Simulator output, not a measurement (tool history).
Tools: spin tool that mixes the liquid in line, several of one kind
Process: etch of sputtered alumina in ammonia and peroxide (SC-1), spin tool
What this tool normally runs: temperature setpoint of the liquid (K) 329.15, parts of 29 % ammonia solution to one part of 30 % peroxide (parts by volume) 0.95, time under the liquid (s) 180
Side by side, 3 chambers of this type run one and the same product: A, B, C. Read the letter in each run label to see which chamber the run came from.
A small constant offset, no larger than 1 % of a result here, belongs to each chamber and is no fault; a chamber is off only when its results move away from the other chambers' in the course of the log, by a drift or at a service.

run	day	temperature setpoint of the liquid (K)	parts of 29 % ammonia solution to one part of 30 % peroxide (parts by volume)	time under the liquid (s)	hours since the thermometer was replaced	hours since the ammonia flow meter was replaced	hours since the heated supply line was repaired	hours since the drum of ammonia solution was connected	read-back film thickness of the sputtered alumina reference wafer, read on the same gauge (nm)	thickness taken off the sputtered alumina on a monitor wafer (nm)
1B	0.292	329.15	0.95	180	159.5	1325.7	203.5	971.8	130.01	17.5250
2A	0.758	329.15	0.95	180	1527.6	1570.2	1680.3	81.1	130.00	17.0210
3C	0.992	329.15	0.95	180	154.2	217.9	586.9	489.4	130.01	17.3890
4A	1.421	329.15	0.95	180	1543.5	1586.1	1696.2	97.0	130.02	16.8660
5B	1.888	329.15	0.95	180	197.8	1364.0	241.8	1010.1	130.01	17.6720
6C	2.121	329.15	0.95	180	181.3	245.0	614.0	516.5	129.99	17.1520
7A	2.571	329.15	0.95	180	1571.1	1613.7	1723.8	124.6	130.01	17.0500
8B	2.804	329.15	0.95	180	219.8	1386.0	263.8	1032.1	129.99	17.3720
9C	3.108	329.15	0.95	180	205.0	268.7	637.7	540.2	130.00	17.4340
10C	3.571	329.15	0.95	180	216.1	279.8	648.8	551.3	130.00	17.2430
11A	3.796	329.15	0.95	180	1600.5	1643.1	1753.2	154.0	130.00	17.0350
12B	4.033	329.15	0.95	180	249.3	1415.5	293.3	1061.6	129.98	17.4930
13A	4.288	329.15	0.95	100	1612.3	1654.9	1765.0	165.8	129.99	9.5517
14B	4.492	329.15	0.95	100	260.3	1426.5	304.3	1072.6	130.01	9.6732
15C	4.771	329.15	0.95	100	244.9	308.6	677.6	580.1	130.00	9.4695
16C	5.042	329.15	0.95	180	251.4	315.1	684.1	586.6	129.98	17.2300
# day 5.096: chamber A: thermometer replaced
17A	5.288	329.15	0.95	180	4.6	1678.9	1789.0	189.8	130.01	17.4230
18B	5.646	329.15	0.95	180	288.0	1454.2	332.0	1100.3	129.99	17.6460
19A	6.033	329.15	0.95	180	22.5	1696.8	1806.9	207.7	130.00	17.3820
20B	6.329	329.15	0.95	180	304.4	1470.6	348.4	1116.7	129.99	17.5510
21C	6.629	329.15	0.95	230	289.5	353.2	722.2	624.7	130.00	22.0480
22A	6.992	329.15	0.95	230	45.5	1719.8	1829.9	230.7	129.98	21.7700
23C	7.333	329.15	0.95	230	306.4	370.1	739.1	641.6	130.00	21.8930
# day 7.538: chamber C: new drum of ammonia solution connected
24B	7.754	329.15	0.95	180	338.6	1504.8	382.6	1150.9	129.99	17.6090
25A	8.058	329.15	0.95	180	71.1	1745.4	1855.5	256.3	129.99	17.2020
26B	8.379	325.15	0.95	80	353.6	1519.8	397.6	1165.9	129.99	6.3012
27C	8.629	325.15	0.95	80	337.5	401.2	770.2	26.3	130.00	6.1427
# day 8.812: chamber A: new drum of ammonia solution connected
28A	8.838	325.15	0.95	80	89.8	1764.1	1874.2	0.7	130.00	6.1740

The same settings go to every chamber for the next run, one line per chamber below. Forecast the results for each:
29A	9.175	329.15	0.95	180						?
29B	9.175	329.15	0.95	180						?
29C	9.175	329.15	0.95	180						?

run	thickness taken off the sputtered alumina on a monitor wafer (nm)
29A	17.2450
29B	17.4210
29C	17.7250
